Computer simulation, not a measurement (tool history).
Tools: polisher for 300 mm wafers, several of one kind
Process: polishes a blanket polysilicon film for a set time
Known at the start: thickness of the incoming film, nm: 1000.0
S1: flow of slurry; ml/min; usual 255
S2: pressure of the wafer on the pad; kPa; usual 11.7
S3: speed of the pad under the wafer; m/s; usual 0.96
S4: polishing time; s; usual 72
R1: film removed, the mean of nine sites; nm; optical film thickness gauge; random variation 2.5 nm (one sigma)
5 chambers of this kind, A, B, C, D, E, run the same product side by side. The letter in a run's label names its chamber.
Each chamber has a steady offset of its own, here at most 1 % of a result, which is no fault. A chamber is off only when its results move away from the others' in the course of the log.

At hour 5.1: chamber C: worn pad replaced by a new one.
Run 1D, hour 7.5: usual settings. Result: R1 320.73 nm.
Run 2B, hour 14.4: usual settings. Result: R1 332.10 nm.
At hour 21.0: chamber A: worn pad replaced by a new one.
At hour 21.9: chamber E: slurry nozzle cleaned.
Run 3A, hour 25.2: usual settings. Result: R1 324.17 nm.
At hour 30.3: chamber B: slurry nozzle cleaned.
Run 4E, hour 31.8: usual settings. Result: R1 326.72 nm.
Run 5C, hour 42.0: usual settings. Result: R1 325.60 nm.
At hour 44.0: chamber C: slurry nozzle cleaned.
Run 6E, hour 47.8: usual settings. Result: R1 325.94 nm.
At hour 53.9: chamber D: slurry nozzle cleaned.
Run 7B, hour 54.2: usual settings. Result: R1 327.91 nm.
At hour 54.9: chamber E: worn pad replaced by a new one.
Run 8C, hour 63.8: usual settings. Result: R1 326.63 nm.
At hour 64.8: chamber B: worn pad replaced by a new one.
At hour 64.9: chamber D: worn pad replaced by a new one.
Run 9A, hour 74.7: usual settings. Result: R1 327.49 nm.
Run 10D, hour 82.7: usual settings. Result: R1 330.76 nm.
At hour 84.8: chamber A: worn pad replaced by a new one.
Run 11D, hour 89.2: usual settings. Result: R1 326.29 nm.
Run 12A, hour 98.3: usual settings. Result: R1 325.81 nm.
Run 13B, hour 109.1: usual settings. Result: R1 327.83 nm.
Run 14C, hour 118.4: usual settings. Result: R1 329.76 nm.
Run 15E, hour 126.1: usual settings. Result: R1 321.47 nm.
Run 16C, hour 133.1: usual settings but S4 81 s. Result: R1 366.26 nm.
Run 17E, hour 139.8: usual settings but S4 81 s. Result: R1 367.82 nm.
At hour 144.3: chamber A: slurry nozzle cleaned.
At hour 145.8: chamber D: worn pad replaced by a new one.
Run 18A, hour 148.9: usual settings but S4 81 s. Result: R1 370.53 nm.
At hour 150.6: chamber C: worn pad replaced by a new one.
At hour 158.2: chamber E: worn pad replaced by a new one.
Run 19B, hour 159.2: usual settings but S4 81 s. Result: R1 374.54 nm.
At hour 163.7: chamber A: worn pad replaced by a new one.
Run 20D, hour 166.8: usual settings but S4 81 s. Result: R1 364.63 nm.
At hour 172.1: chamber B: worn pad replaced by a new one.
Run 21E, hour 175.0: usual settings. Result: R1 325.61 nm.
Run 22A, hour 182.6: usual settings. Result: R1 331.70 nm.
Run 23D, hour 189.0: usual settings. Result: R1 326.85 nm.
Run 24C, hour 199.5: usual settings but S1 210 ml/min, S3 1.06 m/s. Result: R1 348.45 nm.
Run 25B, hour 206.9: usual settings but S1 210 ml/min, S3 1.06 m/s. Result: R1 352.42 nm.
Run 26C, hour 213.4: usual settings but S1 210 ml/min, S3 1.06 m/s. Result: R1 352.84 nm.
Run 27B, hour 218.8: usual settings but S1 210 ml/min, S3 1.06 m/s. Result: R1 356.06 nm.
At hour 223.0: chamber D: worn pad replaced by a new one.
Run 28D, hour 224.4: usual settings but S1 210 ml/min, S3 1.06 m/s. Result: R1 354.24 nm.
Run 29A, hour 233.9: usual settings. Result: R1 339.20 nm.
At hour 240.6: chamber A: worn pad replaced by a new one.
Run 30E, hour 243.5: usual settings. Result: R1 325.02 nm.
Run 31A, hour 248.2: usual settings. Result: R1 342.34 nm.
At hour 253.3: chamber E: worn pad replaced by a new one.
Run 32E, hour 257.7: usual settings. Result: R1 326.03 nm.
Run 33B, hour 262.8: usual settings. Result: R1 331.23 nm.
At hour 265.2: chamber C: slurry nozzle cleaned.
Run 34D, hour 268.1: usual settings. Result: R1 327.35 nm.
At hour 275.2: chamber B: worn pad replaced by a new one.
At hour 275.8: chamber D: head pressure recalibrated.
Run 35C, hour 276.5: usual settings but S3 0.72 m/s. Result: R1 246.82 nm.
At hour 281.5: chamber C: worn pad replaced by a new one.
Run 36A, hour 281.6: usual settings but S3 0.72 m/s. Result: R1 258.84 nm.
Run 37B, hour 287.8: usual settings but S3 0.72 m/s. Result: R1 247.99 nm.
At hour 292.2: chamber D: slurry nozzle cleaned.
Run 38C, hour 296.8: usual settings but S3 0.72 m/s. Result: R1 243.89 nm.
Run 39D, hour 304.1: usual settings but S3 0.72 m/s. Result: R1 242.34 nm.
At hour 304.6: chamber D: worn pad replaced by a new one.
Run 40E, hour 310.7: usual settings. Result: R1 324.08 nm.
Run 41C, hour 318.0: usual settings. Result: R1 326.84 nm.
At hour 319.9: chamber A: worn pad replaced by a new one.
Run 42D, hour 325.3: usual settings. Result: R1 328.26 nm.
Run 43E, hour 335.2: usual settings. Result: R1 321.90 nm.
Run 44A, hour 344.8: usual settings but S4 51 s. Result: R1 248.25 nm.

All 5 chambers run these settings next. Forecast each chamber's results:
Run 45A, hour 352.6: usual settings but S1 335 ml/min. Result: R1 ?.
Run 45B, hour 352.6: usual settings but S1 335 ml/min. Result: R1 ?.
Run 45C, hour 352.6: usual settings but S1 335 ml/min. Result: R1 ?.
Run 45D, hour 352.6: usual settings but S1 335 ml/min. Result: R1 ?.
Run 45E, hour 352.6: usual settings but S1 335 ml/min. Result: R1 ?.

run      R1
45A  353.62
45B  337.81
45C  331.28
45D  330.04
45E  328.20
